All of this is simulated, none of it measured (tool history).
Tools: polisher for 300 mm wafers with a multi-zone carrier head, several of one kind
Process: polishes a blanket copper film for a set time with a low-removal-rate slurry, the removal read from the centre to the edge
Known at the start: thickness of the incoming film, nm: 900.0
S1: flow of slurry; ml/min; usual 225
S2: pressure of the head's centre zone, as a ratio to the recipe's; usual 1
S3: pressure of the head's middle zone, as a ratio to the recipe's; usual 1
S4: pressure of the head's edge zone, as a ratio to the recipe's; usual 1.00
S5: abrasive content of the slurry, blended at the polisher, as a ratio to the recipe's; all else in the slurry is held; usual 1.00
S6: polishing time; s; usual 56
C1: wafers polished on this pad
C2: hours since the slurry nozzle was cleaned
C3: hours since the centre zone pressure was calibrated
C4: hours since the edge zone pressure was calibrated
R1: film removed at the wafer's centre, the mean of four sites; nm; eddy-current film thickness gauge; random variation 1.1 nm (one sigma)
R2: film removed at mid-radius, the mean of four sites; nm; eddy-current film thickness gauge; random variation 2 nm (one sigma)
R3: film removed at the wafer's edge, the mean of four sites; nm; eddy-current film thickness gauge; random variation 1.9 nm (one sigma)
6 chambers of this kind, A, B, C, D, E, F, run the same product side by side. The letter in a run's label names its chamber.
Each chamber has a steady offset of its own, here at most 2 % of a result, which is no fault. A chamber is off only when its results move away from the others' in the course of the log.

run,hour,S1,S2,S3,S4,S5,S6,C1,C2,C3,C4,R1,R2,R3
1A,11.1,225,1,1,1.00,1.00,56,386,160.4,276.3,664.3,148.96,149.05,146.02
2D,19.2,225,1,1,1.00,1.00,56,637,183.6,536.6,259.5,147.33,145.80,144.48
# hour 20.6: chamber D: worn pad replaced by a new one
3E,28.8,225,1,1,1.00,1.00,56,499,115.3,232.6,209.8,145.68,151.95,149.29
# hour 35.6: chamber F: worn pad replaced by a new one
# hour 39.1: chamber A: worn pad replaced by a new one
4C,42.6,225,1,1,1.00,1.00,56,751,139.5,236.9,60.8,149.54,145.65,146.88
# hour 44.1: chamber B: worn pad replaced by a new one
5F,50.1,225,1,1,1.00,1.00,56,136,258.8,364.8,777.5,146.26,147.63,143.92
# hour 55.0: chamber C: worn pad replaced by a new one
6B,60.8,225,1,1,1.00,1.00,56,156,297.2,1054.7,296.0,145.76,147.26,150.00
7E,68.1,225,1,1,1.00,1.00,41,865,154.6,271.9,249.1,108.14,110.03,106.03
8B,74.2,225,1,1,1.00,1.00,41,281,310.6,1068.1,309.4,106.22,106.61,106.38
9D,81.3,225,1,1,1.00,1.00,41,567,245.7,598.7,321.6,106.73,106.97,108.30
# hour 87.5: chamber C: slurry nozzle cleaned
10A,89.8,225,1,1,1.00,1.00,41,473,239.1,355.0,743.0,110.20,107.04,106.63
# hour 100.8: chamber B: centre zone pressure recalibrated
11F,101.3,225,1,1,1.00,1.00,41,613,310.0,416.0,828.7,107.32,107.64,106.04
# hour 106.0: chamber D: worn pad replaced by a new one
# hour 107.6: chamber A: worn pad replaced by a new one
12C,111.6,225,1,1,1.00,1.00,41,528,24.2,305.9,129.8,107.98,108.22,109.89
# hour 112.1: chamber F: edge zone pressure recalibrated
13F,122.9,225,1,1,1.00,1.00,56,815,331.6,437.6,10.8,146.25,146.39,147.65
# hour 127.7: chamber F: worn pad replaced by a new one
14B,131.8,225,1,1,1.00,1.00,56,818,368.2,31.1,367.0,144.56,144.29,149.32
# hour 140.6: chamber E: worn pad replaced by a new one
15E,143.0,225,1,1,1.00,1.00,56,22,229.5,346.8,324.0,146.86,148.53,148.80
# hour 144.3: chamber E: slurry nozzle cleaned
# hour 153.5: chamber C: worn pad replaced by a new one
16D,155.7,225,1,1,1.00,1.00,56,463,320.1,673.1,396.0,146.54,144.71,151.06
# hour 159.1: chamber B: worn pad replaced by a new one
# hour 161.4: chamber A: centre zone pressure recalibrated
17A,162.8,225,1,1,1.00,1.00,56,515,312.1,1.5,816.0,146.71,145.33,149.14
18C,170.8,225,1,1,1.00,1.00,56,162,83.4,365.1,189.0,145.79,147.35,151.62
19C,181.4,225,1,1,1.00,1.00,56,261,94.0,375.7,199.6,147.93,147.09,146.18
# hour 186.3: chamber C: centre zone pressure recalibrated
# hour 186.5: chamber D: worn pad replaced by a new one
20F,189.8,225,1,1,0.91,0.85,56,579,398.5,504.5,77.7,141.97,145.30,130.89
# hour 196.6: chamber A: worn pad replaced by a new one
21B,200.8,225,1,1,0.91,0.85,56,389,437.2,100.1,436.0,140.28,139.05,136.61
# hour 205.0: chamber F: worn pad replaced by a new one
22D,211.7,225,1,1,0.91,0.85,56,235,376.1,729.1,452.0,141.56,141.22,135.50
23A,220.8,225,1,1,0.91,0.85,56,226,370.1,59.5,874.0,143.87,145.36,134.84
24E,231.7,225,1,1,0.91,0.85,56,849,87.5,435.5,412.7,140.63,141.78,136.69
# hour 239.3: chamber D: slurry nozzle cleaned
# hour 239.3: chamber B: slurry nozzle cleaned
25D,243.7,225,1,1,0.91,0.85,56,533,4.5,761.1,484.0,141.67,141.75,135.89
# hour 247.0: chamber C: worn pad replaced by a new one
26E,250.8,225,1,1,1.00,1.00,56,1028,106.6,454.6,431.8,147.29,147.33,148.95
# hour 261.3: chamber E: edge zone pressure recalibrated
27F,261.9,225,1,1,1.00,1.00,56,531,470.6,576.6,149.8,146.56,145.96,144.24
# hour 262.5: chamber B: worn pad replaced by a new one
# hour 263.4: chamber D: worn pad replaced by a new one
# hour 266.2: chamber A: worn pad replaced by a new one
28B,274.7,225,1,1,1.00,1.00,56,113,35.4,174.0,509.9,146.43,144.34,147.12
# hour 276.9: chamber C: edge zone pressure recalibrated
# hour 283.1: chamber F: worn pad replaced by a new one
29A,287.8,225,1,1,1.00,1.00,56,202,437.1,126.5,941.0,147.14,148.66,148.18
30C,293.8,225,1,1,1.00,1.00,56,437,206.4,107.5,16.9,158.17,150.12,145.39
# hour 294.7: chamber C: slurry nozzle cleaned
# hour 304.4: chamber E: worn pad replaced by a new one
31B,304.5,225,1,1,1.00,1.00,56,391,65.2,203.8,539.7,144.88,145.34,147.27
32E,315.0,225,1,1,1.00,1.00,56,99,170.8,518.8,53.8,146.05,148.12,145.59
33A,328.3,225,1,1,1.00,1.00,56,580,477.6,167.0,981.5,146.62,146.22,147.01
34F,340.2,225,1,1,1.00,1.00,56,532,548.9,654.9,228.1,145.88,148.37,145.05
# hour 341.5: chamber D: edge zone pressure recalibrated
# hour 348.5: chamber D: worn pad replaced by a new one
35D,348.7,225,1,1,1.00,1.00,56,2,109.5,866.1,7.3,147.19,146.69,146.44
# hour 348.9: chamber C: worn pad replaced by a new one
# hour 353.5: chamber B: edge zone pressure recalibrated
36C,361.2,225,1,1,1.00,1.00,56,115,66.6,174.9,84.3,161.34,147.86,148.23
# hour 369.1: chamber B: worn pad replaced by a new one
37C,370.9,225,1,1,1.00,0.90,56,205,76.3,184.6,94.0,155.43,142.27,146.39
# hour 373.6: chamber F: worn pad replaced by a new one
38F,378.4,225,1,1,1.00,0.90,56,45,587.1,693.1,266.3,144.28,141.08,138.65
39B,388.7,225,1,1,1.00,0.90,56,183,149.4,288.0,35.3,141.66,142.84,142.37

All 6 chambers run these settings next. Forecast each chamber's results:
40A,398.7,225,1,1,1.00,1.00,56,,,,,?,?,?
40B,398.7,225,1,1,1.00,1.00,56,,,,,?,?,?
40C,398.7,225,1,1,1.00,1.00,56,,,,,?,?,?
40D,398.7,225,1,1,1.00,1.00,56,,,,,?,?,?
40E,398.7,225,1,1,1.00,1.00,56,,,,,?,?,?
40F,398.7,225,1,1,1.00,1.00,56,,,,,?,?,?

run,R1,R2,R3
40A,148.85,148.83,147.58
40B,145.00,145.12,147.04
40C,157.83,148.21,146.46
40D,147.77,145.58,146.47
40E,146.52,146.08,146.86
40F,143.46,147.60,142.62

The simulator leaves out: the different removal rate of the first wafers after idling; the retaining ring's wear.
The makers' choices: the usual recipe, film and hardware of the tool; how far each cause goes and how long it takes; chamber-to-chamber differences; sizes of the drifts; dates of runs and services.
